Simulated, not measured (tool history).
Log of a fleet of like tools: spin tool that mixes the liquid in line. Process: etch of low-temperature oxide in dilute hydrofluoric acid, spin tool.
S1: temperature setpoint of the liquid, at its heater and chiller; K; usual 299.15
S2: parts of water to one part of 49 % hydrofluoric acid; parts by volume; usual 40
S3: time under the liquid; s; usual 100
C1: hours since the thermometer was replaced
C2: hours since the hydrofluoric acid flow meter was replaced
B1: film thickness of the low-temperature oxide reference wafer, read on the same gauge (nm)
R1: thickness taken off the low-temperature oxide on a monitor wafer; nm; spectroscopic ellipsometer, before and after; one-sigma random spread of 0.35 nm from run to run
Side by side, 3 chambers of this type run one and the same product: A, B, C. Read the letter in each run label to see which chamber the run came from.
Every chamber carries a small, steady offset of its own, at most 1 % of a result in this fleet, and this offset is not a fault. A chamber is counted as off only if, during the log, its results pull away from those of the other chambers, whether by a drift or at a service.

run	hour	S1	S2	S3	C1	C2	B1	R1
1A	5.9	299.15	40	100	1256.9	577.2	149.96	40.206
2B	13.5	299.15	40	100	215.4	982.6	150.03	40.655
3C	20.3	299.15	40	100	820.9	577	150	39.911
4C	29.6	299.15	40	100	830.2	586.3	150.03	40.535
5B	34.5	299.15	40	100	236.4	1003.6	149.97	40.618
6A	39.4	299.15	40	100	1290.4	610.7	150.04	40.135
7B	44.5	299.15	40	100	246.4	1013.6	149.97	40.787
8C	53.6	299.15	40	100	854.2	610.3	150.04	40.221
9A	61.6	299.15	40	100	1312.6	632.9	149.98	39.98
10B	67.8	299.15	40	100	269.7	1036.9	149.97	40.885
11A	77.4	299.15	40	100	1328.4	648.7	149.99	40.613
12C	86.1	299.15	40	100	886.7	642.8	150.01	41.014
13C	93.9	299.15	40	100	894.5	650.6	150.02	40.18
14A	100.8	299.15	40	100	1351.8	672.1	150.01	40.371
15B	110.9	299.15	40	100	312.8	1080	150	40.872
16A	116.5	299.15	40	100	1367.5	687.8	149.96	40.218
17B	126.1	299.15	40	100	328	1095.2	149.99	40.361
18C	134.5	299.15	35	120	935.1	691.2	150	55.475
19C	139.8	299.15	35	120	940.4	696.5	150.01	55.389
20B	145.2	299.15	35	120	347.1	1114.3	150	57.274
21A	153.2	299.15	40	100	1404.2	724.5	149.99	40.456
22B	159.7	295.65	40	50	361.6	1128.8	150.01	17.901
23C	168.1	295.65	40	50	968.7	724.8	149.98	17.582
24A	173	295.65	40	50	1424	744.3	150	17.349
25A	180.1	299.15	40	100	1431.1	751.4	149.98	39.785
26C	186.3	299.15	40	100	986.9	743	150	40.24
27B	194.8	299.15	40	100	396.7	1163.9	150.01	41.668
28C	199.8	299.15	40	100	1000.4	756.5	150.02	40.186
29A	208.8	299.15	40	100	1459.8	780.1	150	40.785
30B	216.6	299.15	40	100	418.5	1185.7	150.02	42.902
31C	226.5	299.15	40	100	1027.1	783.2	150.04	39.928
32A	232.1	299.15	40	100	1483.1	803.4	149.99	39.966
33B	236.6	299.15	40	100	438.5	1205.7	150.03	42.602
# hour 237.8: chamber C: hydrofluoric acid flow meter replaced
34A	242	299.15	40	100	1493	813.3	149.98	40.761
35B	249.1	299.15	40	100	451	1218.2	150.02	42.742
36C	258.7	299.15	40	100	1059.3	20.9	149.97	40.475
37C	267.2	299.15	40	100	1067.8	29.4	150.01	40.364
38B	277.2	299.15	40	100	479.1	1246.3	150.04	43.797
39A	283.3	299.15	40	100	1534.3	854.6	149.99	40.691
40B	290.5	299.15	40	100	492.4	1259.6	150.04	43.747
41C	300.3	299.15	40	100	1100.9	62.5	150.03	40.843
42A	309.1	299.15	40	100	1560.1	880.4	149.99	40.157
43C	316.5	299.15	40	100	1117.1	78.7	150	40.243

The same settings go to every chamber for the next run, one line per chamber below. Forecast the results for each:
44A	323.8	299.15	30	100				?
44B	323.8	299.15	30	100				?
44C	323.8	299.15	30	100				?

run	R1
44A	55.392
44B	61.088
44C	54.905
